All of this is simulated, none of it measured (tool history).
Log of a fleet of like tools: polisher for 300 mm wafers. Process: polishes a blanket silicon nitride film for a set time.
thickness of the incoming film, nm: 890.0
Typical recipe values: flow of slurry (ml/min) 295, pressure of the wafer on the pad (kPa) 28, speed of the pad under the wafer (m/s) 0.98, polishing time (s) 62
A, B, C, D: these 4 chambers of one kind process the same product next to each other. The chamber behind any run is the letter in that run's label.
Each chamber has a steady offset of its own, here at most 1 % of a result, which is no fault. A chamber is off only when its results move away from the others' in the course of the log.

| run | hour | flow of slurry (ml/min) | pressure of the wafer on the pad (kPa) | speed of the pad under the wafer (m/s) | polishing time (s) | film removed (Å) |
|---|---|---|---|---|---|---|
| 1C | 7.1 | 295 | 28 | 0.98 | 62 | 1046.3 |
|  | 11.5 | chamber B: worn pad replaced by a new one |
| 2A | 13.8 | 295 | 28 | 0.98 | 62 | 1043.2 |
| 3B | 21.8 | 295 | 28 | 0.98 | 62 | 1034.7 |
|  | 26.1 | chamber D: worn pad replaced by a new one |
| 4D | 27.1 | 295 | 28 | 0.98 | 62 | 1036.8 |
| 5B | 31.3 | 295 | 28 | 0.98 | 62 | 1060.1 |
|  | 32 | chamber A: worn pad replaced by a new one |
| 6C | 37.9 | 295 | 28 | 0.98 | 62 | 1024.5 |
| 7D | 47.2 | 295 | 28 | 0.98 | 62 | 1014.9 |
| 8A | 55.1 | 295 | 28 | 0.98 | 62 | 1045.6 |
| 9D | 59.7 | 295 | 28 | 0.98 | 62 | 1011.2 |
| 10C | 65.1 | 295 | 28 | 0.98 | 62 | 1048 |
|  | 69.2 | chamber D: slurry nozzle cleaned |
| 11A | 69.7 | 255 | 28 | 0.98 | 52 | 863.47 |
| 12B | 75.6 | 255 | 28 | 0.98 | 52 | 849.66 |
| 13B | 84.7 | 255 | 28 | 0.98 | 52 | 875.89 |
| 14A | 93.6 | 255 | 28 | 0.98 | 52 | 846.91 |
|  | 95.7 | chamber C: worn pad replaced by a new one |
| 15D | 102.2 | 295 | 28 | 0.98 | 62 | 1042.5 |
| 16C | 109 | 295 | 28 | 0.98 | 62 | 1046.2 |
| 17C | 113.4 | 295 | 28 | 0.98 | 62 | 1027.5 |
| 18A | 118 | 295 | 28 | 0.98 | 62 | 1046.4 |
|  | 120 | chamber A: head pressure recalibrated |
| 19B | 126.8 | 390 | 28 | 0.98 | 62 | 1094 |
|  | 133.2 | chamber D: worn pad replaced by a new one |
| 20D | 134.4 | 390 | 28 | 0.98 | 62 | 1048.4 |
|  | 136.8 | chamber A: worn pad replaced by a new one |
| 21B | 138.9 | 390 | 28 | 0.98 | 62 | 1101.6 |
| 22D | 146.9 | 390 | 28 | 0.98 | 62 | 1074.1 |
| 23A | 154.2 | 295 | 28 | 0.98 | 62 | 1018.7 |
| 24C | 163 | 295 | 28 | 0.98 | 62 | 1010.7 |
| 25A | 172.2 | 295 | 28 | 0.98 | 62 | 1040.5 |
|  | 173.2 | chamber A: slurry nozzle cleaned |
| 26D | 178.3 | 295 | 28 | 0.98 | 62 | 1030.9 |
| 27B | 187.6 | 295 | 28 | 0.98 | 62 | 1115.4 |
| 28C | 195.1 | 295 | 28 | 0.98 | 62 | 1033 |
| 29C | 199.9 | 295 | 28 | 0.98 | 62 | 1043.2 |
| 30D | 207.5 | 200 | 28 | 1.14 | 62 | 1129 |
| 31A | 213.2 | 200 | 28 | 1.14 | 62 | 1113.4 |

Read the log: is a single chamber off, either drifting away or since a service, is the gauge that measures every chamber drifting, or is nothing wrong beyond small per-chamber offsets? Name any odd chamber and what most likely caused it.

It is chamber B that slowly wanders off from its peers.
Cause: head's pressure above its setpoint, % = 9.81.

Here are 4 candidates for chamber B's next run, each the usual settings with a change, their results left as question marks. Which one brings its results back in line with what the others give on the usual settings?
Allowed miss from the other chambers' usual-settings mean, per result, to count as in line: film removed (Å) 45
| 32B-1 | 219.9 | 300 | 27.6 | 1.1 | 62 | ? |
| 32B-2 | 219.9 | 300 | 30.3 | 0.98 | 69 | ? |
| 32B-3 | 219.9 | 295 | 25.5 | 0.92 | 57 | ? |
| 32B-4 | 219.9 | 295 | 24.8 | 0.98 | 62 | ? |

The mean the other chambers reach with the usual settings: film removed (Å) 1035.3
| run | film removed (Å) |
|---|---|
| 32B-1 | 1264 |
| 32B-2 | 1410.8 |
| 32B-3 | 933.41 |
| 32B-4 | 1038.7 |
It is 32B-4 that realigns the chamber with its peers.

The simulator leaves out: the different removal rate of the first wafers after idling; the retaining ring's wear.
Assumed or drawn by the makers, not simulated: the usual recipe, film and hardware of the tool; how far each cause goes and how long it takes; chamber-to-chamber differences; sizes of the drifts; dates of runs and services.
